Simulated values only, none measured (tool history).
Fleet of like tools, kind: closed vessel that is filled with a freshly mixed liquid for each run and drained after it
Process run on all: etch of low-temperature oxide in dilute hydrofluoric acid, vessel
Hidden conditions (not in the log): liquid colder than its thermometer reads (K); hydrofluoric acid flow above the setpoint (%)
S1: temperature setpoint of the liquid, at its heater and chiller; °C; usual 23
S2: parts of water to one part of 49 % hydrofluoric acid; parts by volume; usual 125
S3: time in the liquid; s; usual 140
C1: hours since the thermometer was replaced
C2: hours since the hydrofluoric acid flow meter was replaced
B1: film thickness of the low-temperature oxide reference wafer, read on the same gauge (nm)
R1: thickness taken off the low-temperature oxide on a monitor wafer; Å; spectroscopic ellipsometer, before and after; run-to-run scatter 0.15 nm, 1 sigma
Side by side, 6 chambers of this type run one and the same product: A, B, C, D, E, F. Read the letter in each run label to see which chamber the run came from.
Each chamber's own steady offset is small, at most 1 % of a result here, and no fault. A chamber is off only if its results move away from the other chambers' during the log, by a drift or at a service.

{"run": "1A", "day": 0.317, "S1": 23, "S2": 125, "S3": 140, "C1": 1804.9, "C2": 1091.7, "B1": 60.001, "R1": 212.65}
{"run": "2F", "day": 0.762, "S1": 23, "S2": 125, "S3": 140, "C1": 467.3, "C2": 319.1, "B1": 60.011, "R1": 211.78}
{"run": "3D", "day": 1.112, "S1": 23, "S2": 125, "S3": 140, "C1": 398.5, "C2": 1060.4, "B1": 59.971, "R1": 211.84}
{"run": "4E", "day": 1.642, "S1": 23, "S2": 125, "S3": 140, "C1": 249.8, "C2": 467, "B1": 59.986, "R1": 212.58}
{"run": "5C", "day": 2.208, "S1": 23, "S2": 125, "S3": 140, "C1": 1092.5, "C2": 752.8, "B1": 59.999, "R1": 209.15}
{"day": 2.454, "done": "chamber C: hydrofluoric acid flow meter replaced"}
{"run": "6B", "day": 2.658, "S1": 25, "S2": 180, "S3": 140, "C1": 1010.1, "C2": 1030.7, "B1": 60.046, "R1": 150.78}
{"run": "7B", "day": 3.254, "S1": 25, "S2": 180, "S3": 140, "C1": 1024.4, "C2": 1045, "B1": 60.001, "R1": 149.53}
{"run": "8A", "day": 3.588, "S1": 25, "S2": 180, "S3": 140, "C1": 1883.4, "C2": 1170.2, "B1": 60.027, "R1": 145.82}
{"run": "9F", "day": 3.996, "S1": 25, "S2": 180, "S3": 140, "C1": 544.9, "C2": 396.7, "B1": 59.985, "R1": 145.56}
{"run": "10C", "day": 4.567, "S1": 25, "S2": 180, "S3": 140, "C1": 1149.1, "C2": 50.7, "B1": 60.047, "R1": 146.47}
{"run": "11D", "day": 5.096, "S1": 25, "S2": 180, "S3": 140, "C1": 494.1, "C2": 1156, "B1": 59.964, "R1": 150.66}
{"run": "12E", "day": 5.446, "S1": 23, "S2": 125, "S3": 140, "C1": 341.1, "C2": 558.3, "B1": 59.976, "R1": 214.65}
{"run": "13C", "day": 5.796, "S1": 23, "S2": 125, "S3": 140, "C1": 1178.6, "C2": 80.2, "B1": 59.995, "R1": 209.47}
{"run": "14F", "day": 6.433, "S1": 23, "S2": 125, "S3": 140, "C1": 603.4, "C2": 455.2, "B1": 60.044, "R1": 208.72}
{"run": "15B", "day": 6.979, "S1": 23, "S2": 125, "S3": 140, "C1": 1113.8, "C2": 1134.4, "B1": 60.004, "R1": 211.32}
{"run": "16E", "day": 7.362, "S1": 23, "S2": 125, "S3": 140, "C1": 387.1, "C2": 604.3, "B1": 60.019, "R1": 211.78}
{"run": "17A", "day": 7.904, "S1": 23, "S2": 125, "S3": 140, "C1": 1987, "C2": 1273.8, "B1": 59.974, "R1": 209.25}
{"run": "18D", "day": 8.504, "S1": 23, "S2": 125, "S3": 140, "C1": 575.9, "C2": 1237.8, "B1": 59.994, "R1": 212.98}
{"run": "19B", "day": 8.842, "S1": 23, "S2": 125, "S3": 140, "C1": 1158.5, "C2": 1179.1, "B1": 60.002, "R1": 209.17}
{"run": "20C", "day": 9.188, "S1": 23, "S2": 125, "S3": 140, "C1": 1260, "C2": 161.6, "B1": 59.97, "R1": 210.81}
{"run": "21A", "day": 9.604, "S1": 25.5, "S2": 125, "S3": 140, "C1": 2027.8, "C2": 1314.6, "B1": 59.941, "R1": 229.36}
{"day": 9.675, "done": "chamber F: hydrofluoric acid flow meter replaced"}
{"run": "22E", "day": 9.938, "S1": 25.5, "S2": 125, "S3": 140, "C1": 448.9, "C2": 666.1, "B1": 60.013, "R1": 229.75}
{"run": "23F", "day": 10.446, "S1": 25.5, "S2": 125, "S3": 140, "C1": 699.7, "C2": 18.6, "B1": 59.98, "R1": 232.87}
{"run": "24D", "day": 11.088, "S1": 25.5, "S2": 125, "S3": 140, "C1": 637.9, "C2": 1299.8, "B1": 59.968, "R1": 234.26}
{"run": "25E", "day": 11.654, "S1": 25.5, "S2": 125, "S3": 140, "C1": 490.1, "C2": 707.3, "B1": 59.956, "R1": 233.67}
{"run": "26F", "day": 11.95, "S1": 25.5, "S2": 125, "S3": 140, "C1": 735.8, "C2": 54.7, "B1": 59.977, "R1": 229.09}
{"run": "27D", "day": 12.592, "S1": 23, "S2": 125, "S3": 140, "C1": 674, "C2": 1335.9, "B1": 60.014, "R1": 210.38}
{"run": "28A", "day": 13.046, "S1": 23, "S2": 145, "S3": 140, "C1": 2110.4, "C2": 1397.2, "B1": 60.014, "R1": 177.61}
{"run": "29B", "day": 13.333, "S1": 23, "S2": 145, "S3": 140, "C1": 1266.3, "C2": 1286.9, "B1": 59.938, "R1": 172.75}
{"run": "30C", "day": 13.812, "S1": 23, "S2": 145, "S3": 140, "C1": 1371, "C2": 272.6, "B1": 60.012, "R1": 179.48}
{"run": "31B", "day": 14.408, "S1": 23, "S2": 145, "S3": 140, "C1": 1292.1, "C2": 1312.7, "B1": 59.997, "R1": 172.28}
{"run": "32C", "day": 14.862, "S1": 23, "S2": 145, "S3": 140, "C1": 1396.2, "C2": 297.8, "B1": 59.975, "R1": 177.87}
{"run": "33F", "day": 15.146, "S1": 23, "S2": 145, "S3": 140, "C1": 812.5, "C2": 131.4, "B1": 60.027, "R1": 179.78}
{"run": "34E", "day": 15.567, "S1": 23, "S2": 125, "S3": 140, "C1": 584, "C2": 801.2, "B1": 59.985, "R1": 210.76}
{"run": "35D", "day": 15.917, "S1": 23, "S2": 125, "S3": 140, "C1": 753.8, "C2": 1415.7, "B1": 60.001, "R1": 214.31}
{"run": "36A", "day": 16.412, "S1": 23, "S2": 125, "S3": 140, "C1": 2191.2, "C2": 1478, "B1": 60.021, "R1": 211.42}
{"run": "37B", "day": 16.783, "S1": 23, "S2": 125, "S3": 140, "C1": 1349.1, "C2": 1369.7, "B1": 60.006, "R1": 199.92}
{"run": "38A", "day": 17.354, "S1": 23, "S2": 125, "S3": 140, "C1": 2213.8, "C2": 1500.6, "B1": 59.974, "R1": 208.1}
{"run": "39C", "day": 17.708, "S1": 23, "S2": 125, "S3": 185, "C1": 1464.5, "C2": 366.1, "B1": 60.012, "R1": 282.24}
{"run": "40F", "day": 18.188, "S1": 23, "S2": 125, "S3": 185, "C1": 885.5, "C2": 204.4, "B1": 59.999, "R1": 278.02}

Is one chamber off against the others, does the gauge drift, or is nothing wrong? If a chamber is off, say which, and what the likeliest cause is.

It is chamber B that slowly wanders off from its peers.
Cause: liquid colder than its thermometer reads (K) = 1.81.
The log may not tell that from: hydrofluoric acid flow below the setpoint (%).

Which of the 4 candidates below, each the usual settings with something changed and its results left as question marks, puts chamber B back in line with what the other chambers give on the usual settings?
A result is in line if it is within this distance of the other chambers' mean on the usual settings: R1 5.4 Å
{"run": "41B-1", "day": 18.654, "S1": 23.5, "S2": 115, "S3": 140, "R1": "?"}
{"run": "41B-2", "day": 18.654, "S1": 23, "S2": 130, "S3": 130, "R1": "?"}
{"run": "41B-3", "day": 18.654, "S1": 21.5, "S2": 125, "S3": 140, "R1": "?"}
{"run": "41B-4", "day": 18.654, "S1": 24.5, "S2": 125, "S3": 140, "R1": "?"}

What the other chambers average on the usual settings: R1 211.05 Å
run=41B-1 R1=221.72
run=41B-2 R1=175.73
run=41B-3 R1=186.43
run=41B-4 R1=209.84
The right change is 41B-4: it brings the chamber back within the allowed miss of the others.
